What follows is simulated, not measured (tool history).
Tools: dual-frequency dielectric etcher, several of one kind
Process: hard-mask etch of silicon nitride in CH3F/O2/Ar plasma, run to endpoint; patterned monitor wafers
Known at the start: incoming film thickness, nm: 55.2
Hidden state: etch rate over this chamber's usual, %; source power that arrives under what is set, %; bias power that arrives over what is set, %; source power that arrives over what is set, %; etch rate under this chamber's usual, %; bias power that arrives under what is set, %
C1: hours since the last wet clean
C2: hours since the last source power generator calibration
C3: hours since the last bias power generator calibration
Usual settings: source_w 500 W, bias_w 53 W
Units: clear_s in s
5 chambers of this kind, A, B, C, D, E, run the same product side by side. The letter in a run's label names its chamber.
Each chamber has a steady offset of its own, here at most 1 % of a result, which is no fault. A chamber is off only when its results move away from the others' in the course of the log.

run 1E hour=11.8 | source_w=500 bias_w=53 | C1=95.7 C2=3857.0 C3=2030.8 | clear_s=81.406
run 2D hour=23.2 | source_w=500 bias_w=53 | C1=322.0 C2=3290.4 C3=1487.2 | clear_s=81.014
run 3C hour=31.1 | source_w=500 bias_w=53 | C1=385.8 C2=543.0 C3=1907.0 | clear_s=80.760
run 4A hour=39.8 | source_w=500 bias_w=53 | C1=86.2 C2=1514.1 C3=661.1 | clear_s=82.347
-- hour=40.8 chamber D: wet clean of the chamber
run 5B hour=49.6 | source_w=500 bias_w=53 | C1=536.8 C2=1212.4 C3=114.4 | clear_s=80.778
run 6E hour=59.0 | source_w=590 bias_w=53 | C1=142.9 C2=3904.2 C3=2078.0 | clear_s=76.222
run 7C hour=65.2 | source_w=590 bias_w=53 | C1=419.9 C2=577.1 C3=1941.1 | clear_s=75.258
run 8D hour=71.7 | source_w=590 bias_w=53 | C1=31.0 C2=3338.9 C3=1535.7 | clear_s=75.532
-- hour=82.4 chamber B: wet clean of the chamber
run 9A hour=82.6 | source_w=590 bias_w=53 | C1=129.0 C2=1556.9 C3=703.9 | clear_s=76.270
run 10B hour=89.3 | source_w=590 bias_w=53 | C1=6.9 C2=1252.1 C3=154.1 | clear_s=75.464
run 11B hour=99.4 | source_w=500 bias_w=53 | C1=17.0 C2=1262.2 C3=164.2 | clear_s=81.069
run 12C hour=106.7 | source_w=500 bias_w=53 | C1=461.4 C2=618.6 C3=1982.6 | clear_s=80.207
run 13A hour=116.8 | source_w=500 bias_w=59 | C1=163.2 C2=1591.1 C3=738.1 | clear_s=78.304
run 14D hour=122.2 | source_w=500 bias_w=59 | C1=81.5 C2=3389.4 C3=1586.2 | clear_s=78.279
run 15E hour=130.8 | source_w=500 bias_w=59 | C1=214.7 C2=3976.0 C3=2149.8 | clear_s=79.352
run 16C hour=140.0 | source_w=500 bias_w=59 | C1=494.7 C2=651.9 C3=2015.9 | clear_s=77.649
run 17B hour=148.2 | source_w=500 bias_w=59 | C1=65.8 C2=1311.0 C3=213.0 | clear_s=78.189
-- hour=150.1 chamber C: wet clean of the chamber
run 18D hour=155.8 | source_w=500 bias_w=53 | C1=115.1 C2=3423.0 C3=1619.8 | clear_s=81.268
run 19A hour=165.9 | source_w=540 bias_w=53 | C1=212.3 C2=1640.2 C3=787.2 | clear_s=79.376
run 20E hour=175.9 | source_w=540 bias_w=53 | C1=259.8 C2=4021.1 C3=2194.9 | clear_s=79.180
run 21B hour=183.8 | source_w=540 bias_w=53 | C1=101.4 C2=1346.6 C3=248.6 | clear_s=78.235
run 22E hour=194.1 | source_w=540 bias_w=53 | C1=278.0 C2=4039.3 C3=2213.1 | clear_s=79.367
run 23C hour=201.0 | source_w=540 bias_w=53 | C1=50.9 C2=712.9 C3=2076.9 | clear_s=82.103
run 24A hour=210.2 | source_w=500 bias_w=53 | C1=256.6 C2=1684.5 C3=831.5 | clear_s=81.516
run 25D hour=218.0 | source_w=500 bias_w=53 | C1=177.3 C2=3485.2 C3=1682.0 | clear_s=80.435
run 26A hour=223.7 | source_w=500 bias_w=53 | C1=270.1 C2=1698.0 C3=845.0 | clear_s=81.762
run 27B hour=234.7 | source_w=500 bias_w=53 | C1=152.3 C2=1397.5 C3=299.5 | clear_s=80.761
run 28D hour=239.8 | source_w=500 bias_w=53 | C1=199.1 C2=3507.0 C3=1703.8 | clear_s=80.998
run 29C hour=247.4 | source_w=500 bias_w=53 | C1=97.3 C2=759.3 C3=2123.3 | clear_s=84.655
run 30E hour=253.9 | source_w=500 bias_w=53 | C1=337.8 C2=4099.1 C3=2272.9 | clear_s=81.600
run 31A hour=259.3 | source_w=500 bias_w=53 | C1=305.7 C2=1733.6 C3=880.6 | clear_s=81.472
run 32C hour=264.7 | source_w=500 bias_w=53 | C1=114.6 C2=776.6 C3=2140.6 | clear_s=85.234
run 33B hour=271.2 | source_w=500 bias_w=53 | C1=188.8 C2=1434.0 C3=336.0 | clear_s=80.739
run 34E hour=281.1 | source_w=500 bias_w=53 | C1=365.0 C2=4126.3 C3=2300.1 | clear_s=81.690

Is one chamber off against the others, does the gauge drift, or is nothing wrong? If a chamber is off, say which, and what the likeliest cause is.

A service left chamber C off against the others.
Cause: etch rate under this chamber's usual, % = 5.26.

Here are 4 candidates for chamber C's next run, each the usual settings with a change, their results left as question marks. Which one brings its results back in line with what the others give on the usual settings?
In line means no further than this from the other chambers' mean on the usual settings: clear_s 1.200 s
run 35C-1 hour=289.5 | source_w=500 bias_w=60 | clear_s=?
run 35C-2 hour=289.5 | source_w=480 bias_w=53 | clear_s=?
run 35C-3 hour=289.5 | source_w=510 bias_w=54 | clear_s=?
run 35C-4 hour=289.5 | source_w=500 bias_w=46 | clear_s=?

The other chambers' mean on the usual settings: clear_s 81.196 s
run=35C-1 clear_s=81.794
run=35C-2 clear_s=86.410
run=35C-3 clear_s=83.899
run=35C-4 clear_s=88.761
35C-1 brings the chamber back in line.
